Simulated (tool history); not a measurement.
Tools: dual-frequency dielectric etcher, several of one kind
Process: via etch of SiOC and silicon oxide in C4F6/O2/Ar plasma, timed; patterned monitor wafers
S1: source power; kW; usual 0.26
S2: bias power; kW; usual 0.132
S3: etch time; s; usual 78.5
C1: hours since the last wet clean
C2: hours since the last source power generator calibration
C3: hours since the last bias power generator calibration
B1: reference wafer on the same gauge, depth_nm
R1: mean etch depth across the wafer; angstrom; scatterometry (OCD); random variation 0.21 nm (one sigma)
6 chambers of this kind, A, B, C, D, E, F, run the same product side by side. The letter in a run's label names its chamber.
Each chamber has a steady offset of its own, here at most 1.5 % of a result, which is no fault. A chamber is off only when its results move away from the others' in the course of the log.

run,hour,S1,S2,S3,C1,C2,C3,B1,R1
1F,2.3,0.26,0.132,78.5,298.5,2633.4,2401.7,67.683,682.74
2C,5.9,0.26,0.132,78.5,120,2826.2,291.4,67.708,682.29
3E,9.6,0.26,0.132,78.5,16.3,94.3,3168.6,67.782,678.04
# hour 9.7: chamber B: wet clean of the chamber
4B,13.6,0.26,0.132,78.5,3.9,2809,3191.2,67.706,684.48
5A,17.5,0.26,0.132,78.5,328.3,403.6,2879.6,67.754,675.64
6D,19.7,0.26,0.132,78.5,174.3,2932.3,642.7,67.675,689.07
7D,22.9,0.26,0.132,78.5,177.5,2935.5,645.9,67.677,688.19
8B,25.5,0.26,0.132,78.5,15.8,2820.9,3203.1,67.685,678.06
9F,27.8,0.26,0.144,100.5,324,2658.9,2427.2,67.672,899.23
10A,31.9,0.26,0.144,100.5,342.7,418,2894,67.713,886.14
11C,35.4,0.26,0.144,100.5,149.5,2855.7,320.9,67.7,896.72
12E,39.8,0.26,0.144,100.5,46.5,124.5,3198.8,67.721,890.63
13A,43.3,0.26,0.144,100.5,354.1,429.4,2905.4,67.698,889.85
# hour 44.3: chamber A: bias power generator calibrated
14B,46.7,0.26,0.144,100.5,37,2842.1,3224.3,67.68,899.62
15C,48.8,0.26,0.158,78.5,162.9,2869.1,334.3,67.63,721.83
16D,50.9,0.26,0.158,78.5,205.5,2963.5,673.9,67.658,726.31
17F,54.9,0.26,0.158,78.5,351.1,2686,2454.3,67.684,722.31
18E,57.6,0.26,0.158,78.5,64.3,142.3,3216.6,67.66,715.31
19C,61.2,0.26,0.158,78.5,175.3,2881.5,346.7,67.671,722.72
20E,63.7,0.26,0.158,78.5,70.4,148.4,3222.7,67.711,720.2
21A,66.1,0.26,0.132,78.5,376.9,452.2,21.8,67.682,679.85
22B,70,0.26,0.132,78.5,60.3,2865.4,3247.6,67.701,682.54
23F,72.4,0.26,0.132,78.5,368.6,2703.5,2471.8,67.76,681.09
24D,76.7,0.26,0.132,78.5,231.3,2989.3,699.7,67.746,686.32
25F,79.6,0.23,0.148,78.5,375.8,2710.7,2479,67.717,675.99
26C,81.9,0.23,0.148,78.5,196,2902.2,367.4,67.653,676.07
27D,84.8,0.23,0.148,78.5,239.4,2997.4,707.8,67.704,679.75
28A,88.4,0.23,0.148,78.5,399.2,474.5,44.1,67.728,664.7
29B,91.7,0.23,0.148,78.5,82,2887.1,3269.3,67.727,674.71
30E,95.6,0.23,0.148,78.5,102.3,180.3,3254.6,67.687,670.83
31A,98.2,0.26,0.132,78.5,409,484.3,53.9,67.662,676.4
32D,100.1,0.26,0.132,78.5,254.7,3012.7,723.1,67.686,687.69
33B,103.6,0.26,0.132,78.5,93.9,2899,3281.2,67.672,676.45
34F,106.9,0.26,0.132,78.5,403.1,2738,2506.3,67.72,680.12
35C,109.8,0.26,0.132,78.5,223.9,2930.1,395.3,67.729,681.54
36E,113.3,0.26,0.132,78.5,120,198,3272.3,67.677,679.59
37D,115.9,0.26,0.132,78.5,270.5,3028.5,738.9,67.665,685.33
38C,118.6,0.26,0.132,78.5,232.7,2938.9,404.1,67.695,683.94
39A,120.9,0.26,0.132,78.5,431.7,507,76.6,67.701,678.38
40E,124.9,0.26,0.132,78.5,131.6,209.6,3283.9,67.665,677.01
41B,129.2,0.26,0.132,78.5,119.5,2924.6,3306.8,67.731,680.27
42F,132.5,0.29,0.132,59,428.7,2763.6,2531.9,67.673,535.11

Is one chamber off against the others, does the gauge drift, or is nothing wrong? If a chamber is off, say which, and what the likeliest cause is.

No chamber stands off beyond its own small offset, and the gauge holds steady.
